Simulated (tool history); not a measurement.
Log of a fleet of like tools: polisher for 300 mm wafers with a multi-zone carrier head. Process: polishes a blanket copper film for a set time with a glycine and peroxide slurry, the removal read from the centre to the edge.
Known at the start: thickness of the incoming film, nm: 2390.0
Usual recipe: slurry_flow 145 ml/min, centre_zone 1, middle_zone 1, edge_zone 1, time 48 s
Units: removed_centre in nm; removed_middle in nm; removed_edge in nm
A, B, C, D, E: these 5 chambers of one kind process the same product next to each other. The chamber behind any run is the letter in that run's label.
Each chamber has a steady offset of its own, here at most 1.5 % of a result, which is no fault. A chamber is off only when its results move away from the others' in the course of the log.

run	hour	slurry_flow	centre_zone	middle_zone	edge_zone	time	removed_centre	removed_middle	removed_edge
1A	6.9	145	1	1	1	48	243.65	240.16	247.46
2B	15.4	145	1	1	1	48	245.1	245.03	243.53
# hour 18.6: chamber E: worn pad replaced by a new one
3C	21.7	145	1	1	1	48	244.62	244.51	244.27
# hour 26.5: chamber B: worn pad replaced by a new one
4D	29.6	145	1	1	1	48	243.02	248.79	242.47
# hour 32.4: chamber D: worn pad replaced by a new one
# hour 35: chamber E: slurry nozzle cleaned
5E	37.6	145	1	1	1	48	240.4	243.01	252.92
# hour 43.4: chamber A: worn pad replaced by a new one
6D	46.7	120	1	1	1	48	237.29	234.77	242.15
# hour 51.9: chamber C: worn pad replaced by a new one
7E	55	120	1	1	1	48	236.34	228.8	238.91
8A	60.8	120	1	1	1	48	232.04	221.16	240.33
# hour 64.2: chamber C: slurry nozzle cleaned
# hour 69.5: chamber A: slurry nozzle cleaned
9B	70.8	120	1	1	1	48	234.52	235.83	246.97
# hour 71.1: chamber C: edge zone pressure recalibrated
10C	76.6	120	1	1	1	48	238.91	243.13	236.48
11C	86	110	1	1	1	37	177.92	181.12	182.85
# hour 86.9: chamber E: worn pad replaced by a new one
12D	94.1	110	1	1	1	37	177.94	178.86	185.8
13E	100.7	110	1	1	1	37	177.52	182.9	180.26
# hour 105.9: chamber B: slurry nozzle cleaned
# hour 108.8: chamber D: centre zone pressure recalibrated
14B	111.7	110	1	1	1	37	173.89	177.82	183.37
# hour 117.3: chamber C: worn pad replaced by a new one
# hour 119.3: chamber A: worn pad replaced by a new one
15A	120.5	110	1	1	1	37	178.36	178.05	181.28
# hour 124.8: chamber B: edge zone pressure recalibrated
16B	131.4	145	1	1	1	48	245.55	242.35	246.77
17A	140.7	145	1	1	1	48	242.36	235.26	248.69
# hour 147.6: chamber B: worn pad replaced by a new one
18E	151.3	145	1	1	1	48	243.82	245.17	245.94
19C	159.2	145	1	1	1	48	248.98	246.51	253.38
# hour 162: chamber E: worn pad replaced by a new one
20D	169.9	145	1	1	1	48	245.19	245.04	241.16
# hour 170.2: chamber D: worn pad replaced by a new one
21C	178.5	145	1	1	1	48	248.69	247.4	246.91
22B	187	145	1.09	1	0.91	48	273.59	247.54	239.8
# hour 190.2: chamber C: worn pad replaced by a new one
23E	194.9	145	1.09	1	0.91	48	267.61	248.24	231.13
# hour 200.2: chamber A: worn pad replaced by a new one
24A	204.9	145	1.09	1	0.91	48	269.62	243.68	234.13
25D	212.9	145	1.09	1	0.91	48	275.04	240.66	233.47
26B	222	145	1.09	1	0.91	48	268.68	239.92	232.95
27A	233.4	145	1	1	1	48	251.9	233.83	243.14
28D	241.2	145	1	1	1	48	242.02	240.17	245.72
# hour 243.9: chamber E: worn pad replaced by a new one
29C	248.6	145	1	1	1	48	245.35	251.83	246.42
30E	257	145	1	1	1	48	250.15	243.18	235.96
31B	262.2	145	1	1	1	48	246.97	241.98	247.78
# hour 266.7: chamber C: worn pad replaced by a new one
32C	268.7	145	1	1	1	48	248.17	248.84	247.22
33A	275.3	145	1	1	1	48	241.62	242.59	248.28
34E	282.6	145	1	1	1	48	247.38	249.69	240.92
35D	288.6	145	1	1	1	48	243.1	253.1	245.96
# hour 290.8: chamber D: worn pad replaced by a new one
36E	299.4	145	1	1	1	48	246.38	245.24	243.4
37D	310.3	145	1	1	1	48	243.82	248.91	244.68
38C	319.4	145	1	1	1	48	251.51	244.13	243.83

Predict what each chamber gives when all 5 of them run the settings below next.
39A	327.6	145	1	1	1	48	?	?	?
39B	327.6	145	1	1	1	48	?	?	?
39C	327.6	145	1	1	1	48	?	?	?
39D	327.6	145	1	1	1	48	?	?	?
39E	327.6	145	1	1	1	48	?	?	?

run	removed_centre	removed_middle	removed_edge
39A	241.64	242.7	244.72
39B	242.07	250.09	252.5
39C	251.96	251.09	243.21
39D	246.67	249.4	247.12
39E	243.63	238.56	236.38

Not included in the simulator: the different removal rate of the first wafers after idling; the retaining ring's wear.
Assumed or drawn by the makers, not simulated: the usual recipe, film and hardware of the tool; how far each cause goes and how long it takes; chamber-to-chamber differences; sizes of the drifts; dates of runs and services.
